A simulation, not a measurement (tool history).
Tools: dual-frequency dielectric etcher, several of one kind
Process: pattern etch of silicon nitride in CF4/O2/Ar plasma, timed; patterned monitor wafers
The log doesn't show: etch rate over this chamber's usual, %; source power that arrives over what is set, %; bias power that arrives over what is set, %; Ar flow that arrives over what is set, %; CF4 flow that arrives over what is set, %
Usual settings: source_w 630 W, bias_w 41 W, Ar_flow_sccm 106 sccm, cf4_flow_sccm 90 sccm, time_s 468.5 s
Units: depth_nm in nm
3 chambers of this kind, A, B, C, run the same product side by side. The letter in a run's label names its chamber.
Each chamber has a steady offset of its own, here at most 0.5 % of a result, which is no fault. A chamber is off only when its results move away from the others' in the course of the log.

run     day  source_w  bias_w  Ar_flow_sccm  cf4_flow_sccm  time_s  hours since the last wet clean  hours since the last source power generator calibration  hours since the last bias power generator calibration  hours since the last Ar flow controller change  hours since the last CF4 flow controller change  read-back reference wafer on the same gauge, depth_nm  depth_nm
 1A   0.458       630      41           106             90   468.5                           359.6                                                     3151                                                 1600.2                                          1471.2                                            958.1                                                 972.05       992
 2B   0.962       630      41           106             90   468.5                           105.8                                                    659.6                                                 2470.6                                          1334.3                                             2225                                                 972.09    994.81
      1.254  -- chamber B: bias power generator calibrated
 3C   1.446       630      41           106             90   468.5                           170.6                                                    255.8                                                 1204.3                                           903.2                                            172.1                                                 972.29    995.59
 4A   1.712       630      41           106             90   468.5                           389.7                                                   3181.1                                                 1630.3                                          1501.3                                            988.2                                                 972.29    991.48
 5B   2.017       630      41           106             90   468.5                           131.1                                                    684.9                                                   18.3                                          1359.6                                           2250.3                                                 972.24    995.99
 6C   2.312       630      41           106             90   468.5                           191.4                                                    276.6                                                 1225.1                                             924                                            192.9                                                 972.53    995.57
 7A    2.65       630      41           106             90   468.5                           412.2                                                   3203.6                                                 1652.8                                          1523.8                                           1010.7                                                 972.91    991.77
 8C   3.208       630      41           106             90   468.5                           212.9                                                    298.1                                                 1246.6                                           945.5                                            214.4                                                 972.73    996.49
 9B   3.733       630      41           106             90   468.5                           172.3                                                    726.1                                                   59.5                                          1400.8                                           2291.5                                                 972.82    997.55
10A   4.146       630      41           106             90   468.5                           448.1                                                   3239.5                                                 1688.7                                          1559.7                                           1046.6                                                 973.11    993.02
11B   4.421       630      41           106             90   468.5                           188.8                                                    742.6                                                     76                                          1417.3                                             2308                                                 973.13    997.07
12C     4.8       630      41           106             90   468.5                           251.1                                                    336.3                                                 1284.8                                           983.7                                            252.6                                                  973.3    997.18
13B   5.071       530      41           106             90   468.5                           204.4                                                    758.2                                                   91.6                                          1432.9                                           2323.6                                                 973.23    856.63
14C   5.346       530      41           106             90   468.5                           264.2                                                    349.4                                                 1297.9                                           996.8                                            265.7                                                 973.43     855.1
15A   5.854       530      41           106             90   468.5                           489.1                                                   3280.5                                                 1729.7                                          1600.7                                           1087.6                                                 973.22    854.93
       6.25  -- chamber A: wet clean of the chamber
16C   6.367       630      41           106             90   468.5                           288.7                                                    373.9                                                 1322.4                                          1021.3                                            290.2                                                 973.48    997.23
17A   6.829       630      41           106             90   468.5                              14                                                   3303.9                                                 1753.1                                          1624.1                                             1111                                                  973.6    993.98
18B   7.146       630      41           106             90   468.5                           254.2                                                      808                                                  141.4                                          1482.7                                           2373.4                                                 973.56    996.77
19B   7.538       630      41           106             90   468.5                           263.6                                                    817.4                                                  150.8                                          1492.1                                           2382.8                                                 973.82    996.94
20C     7.9       630      41           106             90   468.5                           325.5                                                    410.7                                                 1359.2                                          1058.1                                              327                                                 973.91    997.88
21A     8.3       630      41           106             90   468.5                            49.3                                                   3339.2                                                 1788.4                                          1659.4                                           1146.3                                                 974.02    992.06
22A   8.683       630      41           106             90   468.5                            58.5                                                   3348.4                                                 1797.6                                          1668.6                                           1155.5                                                 973.98    993.76
23B   9.058       630      34           106             90   468.5                           300.1                                                    853.9                                                  187.3                                          1528.6                                           2419.3                                                 974.39    934.85
24C   9.421       630      34           106             90   468.5                             362                                                    447.2                                                 1395.7                                          1094.6                                            363.5                                                 974.26    934.65
25A   9.888       630      34           106             90   468.5                            87.4                                                   3377.3                                                 1826.5                                          1697.5                                           1184.4                                                 974.57    930.89
26B  10.221       630      41           106             90   468.5                             328                                                    881.8                                                  215.2                                          1556.5                                           2447.2                                                 974.39    999.01
27C  10.608       630      41           106             90   468.5                           390.5                                                    475.7                                                 1424.2                                          1123.1                                              392                                                 974.72    996.75
28B   10.95       630      41           106             90   468.5                           345.5                                                    899.3                                                  232.7                                            1574                                           2464.7                                                 974.45    1000.1
29A  11.379       630      41           106             90   468.5                           123.2                                                   3413.1                                                 1862.3                                          1733.3                                           1220.2                                                 974.89    993.52
30C  11.646       630      41           106             90   468.5                           415.4                                                    500.6                                                 1449.1                                            1148                                            416.9                                                 974.67    997.38
31C  12.033       630      41           106             90   468.5                           424.7                                                    509.9                                                 1458.4                                          1157.3                                            426.2                                                 974.45    997.88
32B  12.583       630      41           106             90   468.5                           384.7                                                    938.5                                                  271.9                                          1613.2                                           2503.9                                                 974.95    1000.1
33A  13.025       630      41           106             90   468.5                           162.7                                                   3452.6                                                 1901.8                                          1772.8                                           1259.7                                                 975.09    995.91
34A  13.383       630      41           106             90   468.5                           171.3                                                   3461.2                                                 1910.4                                          1781.4                                           1268.3                                                 975.05    993.87
35C  13.788       630      41           106             90   468.5                           466.8                                                      552                                                 1500.5                                          1199.4                                            468.3                                                 975.21    1000.1
     14.104  -- chamber B: wet clean of the chamber
36B  14.296       630      41           106             90   468.5                             4.6                                                    979.6                                                    313                                          1654.3                                             2545                                                 975.58    999.52
37A  14.779       630      41           106             90   468.5                           204.8                                                   3494.7                                                 1943.9                                          1814.9                                           1301.8                                                 975.59    994.78
38B  15.271       630      41           106             90   468.5                              28                                                     1003                                                  336.4                                          1677.7                                           2568.4                                                 975.55    998.38
39C  15.742       630      41           106            102     541                           513.7                                                    598.9                                                 1547.4                                          1246.3                                            515.2                                                 975.77    1174.2
40C   16.05       630      41           106            102     541                           521.1                                                    606.3                                                 1554.8                                          1253.7                                            522.6                                                 975.81    1174.6
41A  16.579       630      41           106            102     541                             248                                                   3537.9                                                 1987.1                                          1858.1                                             1345                                                 975.71    1168.2
42B  16.958       630      41           106             90   468.5                            68.5                                                   1043.5                                                  376.9                                          1718.2                                           2608.9                                                 975.99    1000.1
43B  17.512       630      41           106             90   468.5                            81.8                                                   1056.8                                                  390.2                                          1731.5                                           2622.2                                                 976.22    999.18
44A  17.979       530      41           106             90   513.5                           281.6                                                   3571.5                                                 2020.7                                          1891.7                                           1378.6                                                  976.4    939.89

All 3 chambers run these settings next. Forecast each chamber's results:
45A  18.383       630      41           106             90   468.5                                                                                                                                                                                                                                                                                                                 ?
45B  18.383       630      41           106             90   468.5                                                                                                                                                                                                                                                                                                                 ?
45C  18.383       630      41           106             90   468.5                                                                                                                                                                                                                                                                                                                 ?

run  depth_nm
45A    995.45
45B    1000.3
45C     998.6
